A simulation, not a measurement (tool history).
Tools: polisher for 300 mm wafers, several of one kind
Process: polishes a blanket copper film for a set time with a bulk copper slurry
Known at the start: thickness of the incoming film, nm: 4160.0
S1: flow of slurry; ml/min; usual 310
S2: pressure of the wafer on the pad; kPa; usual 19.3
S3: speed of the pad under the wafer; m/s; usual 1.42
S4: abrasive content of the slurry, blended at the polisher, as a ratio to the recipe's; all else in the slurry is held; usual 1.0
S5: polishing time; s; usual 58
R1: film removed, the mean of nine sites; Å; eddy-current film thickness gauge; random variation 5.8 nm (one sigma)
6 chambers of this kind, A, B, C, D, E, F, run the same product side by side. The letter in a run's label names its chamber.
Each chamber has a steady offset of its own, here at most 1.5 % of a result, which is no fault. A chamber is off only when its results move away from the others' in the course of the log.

| run | hour | S1 | S2 | S3 | S4 | S5 | R1 |
|---|---|---|---|---|---|---|---|
| 1A | 7.2 | 310 | 19.3 | 1.42 | 1.0 | 58 | 6114.4 |
|  | 14.6 | chamber A: worn pad replaced by a new one |
| 2F | 17.6 | 310 | 19.3 | 1.42 | 1.0 | 58 | 6198.6 |
|  | 19.0 | chamber F: worn pad replaced by a new one |
|  | 21.8 | chamber C: slurry blender recalibrated |
| 3D | 28.4 | 310 | 19.3 | 1.42 | 1.0 | 58 | 6166.7 |
| 4C | 36.9 | 310 | 19.3 | 1.42 | 1.0 | 58 | 6099.5 |
| 5E | 43.6 | 310 | 13.8 | 1.78 | 1.0 | 58 | 5573.0 |
|  | 45.8 | chamber E: worn pad replaced by a new one |
|  | 45.9 | chamber C: worn pad replaced by a new one |
|  | 48.9 | chamber B: worn pad replaced by a new one |
| 6B | 52.6 | 310 | 13.8 | 1.78 | 1.0 | 58 | 5393.5 |
| 7C | 59.2 | 310 | 13.8 | 1.78 | 1.0 | 58 | 5352.4 |
| 8F | 66.8 | 310 | 13.8 | 1.78 | 1.0 | 58 | 5406.7 |
|  | 68.6 | chamber A: slurry nozzle cleaned |
|  | 70.0 | chamber D: worn pad replaced by a new one |
|  | 71.9 | chamber A: worn pad replaced by a new one |
| 9D | 76.4 | 310 | 13.8 | 1.78 | 1.0 | 58 | 5498.8 |
| 10A | 84.3 | 310 | 13.8 | 1.78 | 1.0 | 58 | 5433.7 |
|  | 87.0 | chamber C: slurry nozzle cleaned |
|  | 88.8 | chamber F: worn pad replaced by a new one |
| 11B | 89.7 | 310 | 19.3 | 1.42 | 1.0 | 58 | 6156.3 |
|  | 90.0 | chamber A: slurry blender recalibrated |
|  | 94.9 | chamber E: slurry blender recalibrated |
| 12E | 96.0 | 310 | 19.3 | 1.42 | 1.0 | 58 | 6197.1 |
| 13D | 104.5 | 310 | 19.3 | 1.42 | 1.0 | 58 | 6112.6 |
|  | 108.9 | chamber C: worn pad replaced by a new one |
| 14E | 112.9 | 310 | 19.3 | 1.42 | 1.0 | 58 | 6157.6 |
| 15F | 118.3 | 310 | 19.3 | 1.42 | 1.0 | 58 | 6178.8 |
|  | 124.7 | chamber A: worn pad replaced by a new one |
| 16B | 125.7 | 310 | 19.3 | 1.42 | 1.0 | 58 | 6067.4 |
|  | 131.2 | chamber F: slurry blender recalibrated |
|  | 134.8 | chamber E: worn pad replaced by a new one |
| 17A | 136.4 | 310 | 19.3 | 1.42 | 1.0 | 58 | 6145.3 |
|  | 136.9 | chamber C: slurry blender recalibrated |
|  | 139.2 | chamber C: head pressure recalibrated |
| 18C | 142.7 | 310 | 19.3 | 1.42 | 1.0 | 58 | 5618.7 |
|  | 144.7 | chamber B: worn pad replaced by a new one |
| 19F | 151.0 | 310 | 19.3 | 1.42 | 1.0 | 58 | 6049.5 |
|  | 155.7 | chamber F: worn pad replaced by a new one |
| 20C | 155.9 | 310 | 19.3 | 1.42 | 1.0 | 58 | 5717.5 |
|  | 159.8 | chamber D: slurry blender recalibrated |
|  | 159.9 | chamber F: slurry nozzle cleaned |
|  | 162.1 | chamber C: worn pad replaced by a new one |
| 21A | 162.5 | 310 | 19.3 | 1.42 | 1.0 | 58 | 6203.1 |
| 22D | 173.1 | 310 | 19.3 | 1.42 | 1.0 | 58 | 6160.3 |
|  | 177.7 | chamber D: head pressure recalibrated |
| 23E | 180.2 | 310 | 19.3 | 1.42 | 0.9 | 65 | 6590.0 |
|  | 181.4 | chamber D: slurry nozzle cleaned |
|  | 186.6 | chamber D: worn pad replaced by a new one |
| 24B | 189.0 | 310 | 19.3 | 1.42 | 0.9 | 65 | 6673.0 |
|  | 192.7 | chamber A: worn pad replaced by a new one |
| 25C | 198.4 | 310 | 19.3 | 1.42 | 0.9 | 65 | 6308.0 |
| 26F | 208.5 | 310 | 19.3 | 1.42 | 0.9 | 65 | 6720.6 |
|  | 208.6 | chamber B: slurry blender recalibrated |
| 27B | 217.5 | 310 | 19.3 | 1.42 | 0.9 | 65 | 6522.9 |
|  | 222.6 | chamber E: slurry nozzle cleaned |
|  | 227.1 | chamber C: worn pad replaced by a new one |
| 28D | 227.7 | 310 | 19.3 | 1.42 | 0.9 | 65 | 6578.9 |
|  | 228.8 | chamber F: worn pad replaced by a new one |
|  | 232.1 | chamber A: head pressure recalibrated |
| 29A | 234.0 | 310 | 19.3 | 1.42 | 1.0 | 58 | 6145.3 |
|  | 235.8 | chamber E: worn pad replaced by a new one |
| 30E | 243.2 | 310 | 19.3 | 1.42 | 1.0 | 51 | 5391.0 |
| 31C | 249.1 | 310 | 19.3 | 1.42 | 1.0 | 51 | 4941.3 |
|  | 249.5 | chamber B: worn pad replaced by a new one |
|  | 251.8 | chamber A: worn pad replaced by a new one |
| 32E | 259.4 | 310 | 19.3 | 1.42 | 1.0 | 51 | 5290.9 |
|  | 260.5 | chamber C: slurry blender recalibrated |
|  | 264.5 | chamber C: slurry nozzle cleaned |
| 33B | 264.7 | 310 | 19.3 | 1.42 | 1.0 | 51 | 5261.5 |
|  | 265.8 | chamber F: head pressure recalibrated |
| 34A | 271.8 | 310 | 19.3 | 1.42 | 1.0 | 51 | 5509.8 |
| 35D | 277.2 | 310 | 19.3 | 1.42 | 1.0 | 51 | 5465.9 |
| 36F | 284.6 | 310 | 19.3 | 1.42 | 1.0 | 58 | 6091.5 |
|  | 285.3 | chamber C: worn pad replaced by a new one |
|  | 292.0 | chamber D: worn pad replaced by a new one |
| 37C | 292.9 | 310 | 19.3 | 1.42 | 1.0 | 58 | 5813.0 |
| 38D | 300.9 | 310 | 19.3 | 1.42 | 1.0 | 58 | 6049.9 |

Next, every chamber runs the same settings. What will each give?
| 39A | 308.6 | 310 | 19.3 | 1.42 | 1.0 | 67 | ? |
| 39B | 308.6 | 310 | 19.3 | 1.42 | 1.0 | 67 | ? |
| 39C | 308.6 | 310 | 19.3 | 1.42 | 1.0 | 67 | ? |
| 39D | 308.6 | 310 | 19.3 | 1.42 | 1.0 | 67 | ? |
| 39E | 308.6 | 310 | 19.3 | 1.42 | 1.0 | 67 | ? |
| 39F | 308.6 | 310 | 19.3 | 1.42 | 1.0 | 67 | ? |

| run | R1 |
|---|---|
| 39A | 6954.9 |
| 39B | 7049.6 |
| 39C | 6649.6 |
| 39D | 7077.7 |
| 39E | 7030.6 |
| 39F | 7029.7 |

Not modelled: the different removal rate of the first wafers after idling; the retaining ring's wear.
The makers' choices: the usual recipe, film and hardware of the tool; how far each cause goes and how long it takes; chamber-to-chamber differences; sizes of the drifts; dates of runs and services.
